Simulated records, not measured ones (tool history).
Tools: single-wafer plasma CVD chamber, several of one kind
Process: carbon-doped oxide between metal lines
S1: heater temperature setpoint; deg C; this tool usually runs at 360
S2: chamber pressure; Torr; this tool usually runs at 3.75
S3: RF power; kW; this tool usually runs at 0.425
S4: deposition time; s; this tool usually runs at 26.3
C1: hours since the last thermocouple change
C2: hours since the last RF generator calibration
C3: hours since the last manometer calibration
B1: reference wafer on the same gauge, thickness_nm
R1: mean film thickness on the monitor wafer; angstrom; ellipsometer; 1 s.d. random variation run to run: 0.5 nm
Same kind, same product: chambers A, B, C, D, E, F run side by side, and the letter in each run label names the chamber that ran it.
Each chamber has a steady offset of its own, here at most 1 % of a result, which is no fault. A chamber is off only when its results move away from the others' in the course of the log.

run   hour   S1    S2     S3    S4      C1      C2      C3      B1       R1
 1D    8.7  360  3.75  0.425  26.3  1319.0  1739.0   767.7  111.92  1128.50
 2A   17.8  360  3.75  0.425  26.3   149.2   946.5   468.2  111.85  1135.60
 3F   27.9  360  3.75  0.425  26.3   411.5   669.1  1794.3  111.95  1120.30
 4C   33.8  360  3.75  0.425  26.3  2127.4   728.5   693.5  111.98  1126.30
 5B   41.0  365  3.75  0.425  22.0    89.6   193.3  2058.6  112.05   939.13
 6E   47.1  365  3.75  0.425  22.0   777.7   602.4   907.7  111.90   935.26
 7E   57.1  365  3.75  0.425  22.0   787.7   612.4   917.7  112.05   932.42
 8B   62.7  365  3.75  0.425  22.0   111.3   215.0  2080.3  111.90   937.30
 9A   71.5  365  3.75  0.425  22.0   202.9  1000.2   521.9  111.97   946.40
10C   81.8  365  3.75  0.425  22.0  2175.4   776.5   741.5  112.02   925.93
11D   92.2  360  3.75  0.425  26.3  1402.5  1822.5   851.2  111.87  1125.90
12F   98.0  360  3.75  0.425  26.3   481.6   739.2  1864.4  111.96  1117.80
13F  105.7  360  3.75  0.455  26.3   489.3   746.9  1872.1  111.87  1180.30
14B  111.6  360  3.75  0.455  26.3   160.2   263.9  2129.2  111.87  1185.70
15D  120.4  360  3.75  0.455  26.3  1430.7  1850.7   879.4  112.05  1188.70
16E  130.0  360  3.75  0.455  26.3   860.6   685.3   990.6  111.90  1188.10
17A  138.3  360  3.75  0.455  26.3   269.7  1067.0   588.7  111.93  1194.20
18C  147.9  360  3.75  0.455  26.3  2241.5   842.6   807.6  111.90  1176.10
19F  155.4  360  3.75  0.425  26.3   539.0   796.6  1921.8  111.95  1114.40
20D  164.4  360  3.75  0.425  26.3  1474.7  1894.7   923.4  112.03  1130.50
21B  174.1  360  3.75  0.425  24.4   222.7   326.4  2191.7  111.99  1048.80
22C  180.9  360  3.75  0.425  24.4  2274.5   875.6   840.6  111.88  1043.70
23A  186.8  360  3.75  0.425  24.4   318.2  1115.5   637.2  112.05  1049.10
24E  192.9  360  3.75  0.425  24.4   923.5   748.2  1053.5  111.95  1050.00
25C  202.0  360  3.75  0.425  24.4  2295.6   896.7   861.7  111.98  1040.80
26E  211.0  360  3.75  0.425  24.4   941.6   766.3  1071.6  111.92  1048.10
27F  216.2  360  3.75  0.425  26.3   599.8   857.4  1982.6  112.08  1118.40
28D  223.2  360  3.75  0.425  26.3  1533.5  1953.5   982.2  112.01  1126.60
29B  229.6  360  3.75  0.425  26.3   278.2   381.9  2247.2  112.00  1126.60
     232.4  -- chamber E: capacitance manometer re-zeroed and calibrated
30A  235.8  360  3.75  0.425  26.3   367.2  1164.5   686.2  112.08  1138.80
     238.8  -- chamber E: thermocouple changed; heater temperature recalibrated
31C  242.4  360  3.75  0.425  26.3  2336.0   937.1   902.1  112.01  1122.10
32A  252.8  360  3.75  0.425  26.3   384.2  1181.5   703.2  112.11  1131.80
33D  258.9  360  3.75  0.425  26.3  1569.2  1989.2  1017.9  112.02  1130.70
     263.9  -- chamber D: RF generator calibrated
34F  267.3  360  3.75  0.425  26.3   650.9   908.5  2033.7  112.01  1125.70
     273.2  -- chamber C: thermocouple changed; heater temperature recalibrated
35E  277.6  360  3.75  0.425  26.3    38.8   832.9    45.3  111.96  1127.50
     285.0  -- chamber F: capacitance manometer re-zeroed and calibrated
36B  286.2  360  3.75  0.425  26.3   334.8   438.5  2303.8  112.01  1128.80
37C  295.0  360  3.75  0.425  26.3    21.9   989.7   954.7  112.02  1115.80
38F  302.5  360  3.75  0.425  26.3   686.1   943.7    17.6  111.99  1120.00
39D  307.7  360  4.23  0.425  26.3  1618.0    43.9  1066.7  111.93  1148.10
40A  314.4  360  4.23  0.425  26.3   445.8  1243.1   764.8  112.08  1156.90

Decide between three cases: one chamber stands off from its peers, the gauge reading all wafers drifts, or nothing is wrong past each chamber's small offset. Where a chamber is off, say which and what most likely put it there.

No chamber is off and the gauge is stable; the differences are just each chamber's small, constant offset.
